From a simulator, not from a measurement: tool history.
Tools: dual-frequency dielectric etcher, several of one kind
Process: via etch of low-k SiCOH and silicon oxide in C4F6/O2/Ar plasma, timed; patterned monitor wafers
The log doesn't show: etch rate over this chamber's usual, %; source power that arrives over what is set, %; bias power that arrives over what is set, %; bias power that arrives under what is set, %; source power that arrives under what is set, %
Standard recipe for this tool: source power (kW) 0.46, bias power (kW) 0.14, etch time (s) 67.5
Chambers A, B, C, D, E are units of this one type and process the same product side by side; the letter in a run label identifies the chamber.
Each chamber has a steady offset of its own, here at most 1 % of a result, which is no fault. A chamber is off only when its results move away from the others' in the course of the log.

run,hour,source power (kW),bias power (kW),etch time (s),hours since the last wet clean,hours since the last source power generator calibration,hours since the last bias power generator calibration,"read-back reference wafer on the same gauge, depth_nm",mean etch depth across the wafer (nm)
1C,6.5,0.46,0.14,67.5,232.8,1713.2,1023.7,182,171.09
2B,13.9,0.46,0.14,67.5,428.8,2689.9,2843,182.03,172.05
3D,18.9,0.46,0.14,67.5,229.2,1935.8,872.9,182.02,173.34
4A,25.3,0.46,0.14,67.5,320.6,713.3,3298.9,181.95,173.33
5E,30.4,0.46,0.14,67.5,181.3,1931.7,393,181.96,172.11
6D,37.2,0.46,0.14,67.5,247.5,1954.1,891.2,181.98,172.78
7A,43.1,0.46,0.14,67.5,338.4,731.1,3316.7,182.01,173.51
# hour 46.5: chamber B: wet clean of the chamber
8E,49.8,0.46,0.14,67.5,200.7,1951.1,412.4,182.08,171.77
9C,54.6,0.46,0.14,67.5,280.9,1761.3,1071.8,181.91,171.33
10B,60.8,0.46,0.14,67.5,14.3,2736.8,2889.9,182.01,173.22
11E,66.8,0.46,0.14,67.5,217.7,1968.1,429.4,181.99,171.99
12B,73.7,0.46,0.14,67.5,27.2,2749.7,2902.8,181.92,172.42
13C,81,0.46,0.14,67.5,307.3,1787.7,1098.2,181.97,170.91
14D,86.7,0.46,0.14,67.5,297,2003.6,940.7,182.03,173.3
15A,92.5,0.46,0.14,67.5,387.8,780.5,3366.1,182.06,173.02
16B,96.6,0.46,0.14,67.5,50.1,2772.6,2925.7,181.98,172.53
17E,101.6,0.46,0.14,67.5,252.5,2002.9,464.2,181.91,172.08
18C,109.3,0.46,0.117,86,335.6,1816,1126.5,182.05,207.44
19D,117.1,0.46,0.117,86,327.4,2034,971.1,182,210.5
20A,123.6,0.46,0.117,86,418.9,811.6,3397.2,182.1,208.03
21E,128.4,0.46,0.117,86,279.3,2029.7,491,181.94,207.56
22B,132.4,0.46,0.117,86,85.9,2808.4,2961.5,181.97,209.19
23D,136.3,0.46,0.14,67.5,346.6,2053.2,990.3,182.01,174.58
24A,141.3,0.46,0.14,67.5,436.6,829.3,3414.9,182,172.82
25C,145.3,0.46,0.14,67.5,371.6,1852,1162.5,181.91,170.9
26B,149.6,0.46,0.14,67.5,103.1,2825.6,2978.7,182.08,171.73
27C,157.3,0.46,0.14,67.5,383.6,1864,1174.5,182.01,171.18
28A,161.6,0.46,0.14,67.5,456.9,849.6,3435.2,182.04,172.62
29D,169.8,0.46,0.14,67.5,380.1,2086.7,1023.8,181.99,175.53
30E,176.9,0.46,0.14,67.5,327.8,2078.2,539.5,182.05,172.14
31E,184.6,0.46,0.14,67.5,335.5,2085.9,547.2,181.91,171.79
32C,192,0.46,0.14,67.5,418.3,1898.7,1209.2,181.9,171.88
33B,195.8,0.46,0.14,67.5,149.3,2871.8,3024.9,181.91,172.23
34D,202.2,0.46,0.14,67.5,412.5,2119.1,1056.2,181.92,174.83
35A,208.3,0.46,0.14,67.5,503.6,896.3,3481.9,182.06,173.24
36D,211.9,0.46,0.14,67.5,422.2,2128.8,1065.9,181.95,175.75
37A,219.3,0.46,0.14,67.5,514.6,907.3,3492.9,181.96,172.96
38B,223.5,0.46,0.14,67.5,177,2899.5,3052.6,182.01,172.6
39C,228.1,0.46,0.14,67.5,454.4,1934.8,1245.3,181.95,170.97
40E,236.1,0.46,0.14,67.5,387,2137.4,598.7,181.98,171.58
41A,239.9,0.57,0.164,67.5,535.2,927.9,3513.5,181.96,198.04
42D,245.6,0.57,0.164,67.5,455.9,2162.5,1099.6,182.08,202.68

Does one chamber stand apart from the rest, does the shared gauge drift, or is all well apart from small per-chamber offsets? Give the chamber and the most likely cause, where there is one.

It is chamber D that slowly wanders off from its peers.
What lies behind it: etch rate over this chamber's usual, % = 1.97.
The log may not separate it from: source power that arrives over what is set, %.

Below are 4 candidate recipes for chamber D's next run, each the usual settings with a change, their results shown as question marks. Which of them brings D's results back in line with what the other chambers give on the usual settings?
A result is in line if it is within this distance of the other chambers' mean on the usual settings: mean etch depth across the wafer (nm) 1.4
43D-1,251.6,0.46,0.14,70.5,,,,,?
43D-2,251.6,0.46,0.139,66,,,,,?
43D-3,251.6,0.46,0.14,69.5,,,,,?
43D-4,251.6,0.46,0.12,67.5,,,,,?

Usual-settings mean across the other chambers: mean etch depth across the wafer (nm) 172.1
run,mean etch depth across the wafer (nm)
43D-1,184.78
43D-2,172.62
43D-3,182.16
43D-4,169.14
43D-2 puts the chamber back in line with the other chambers.
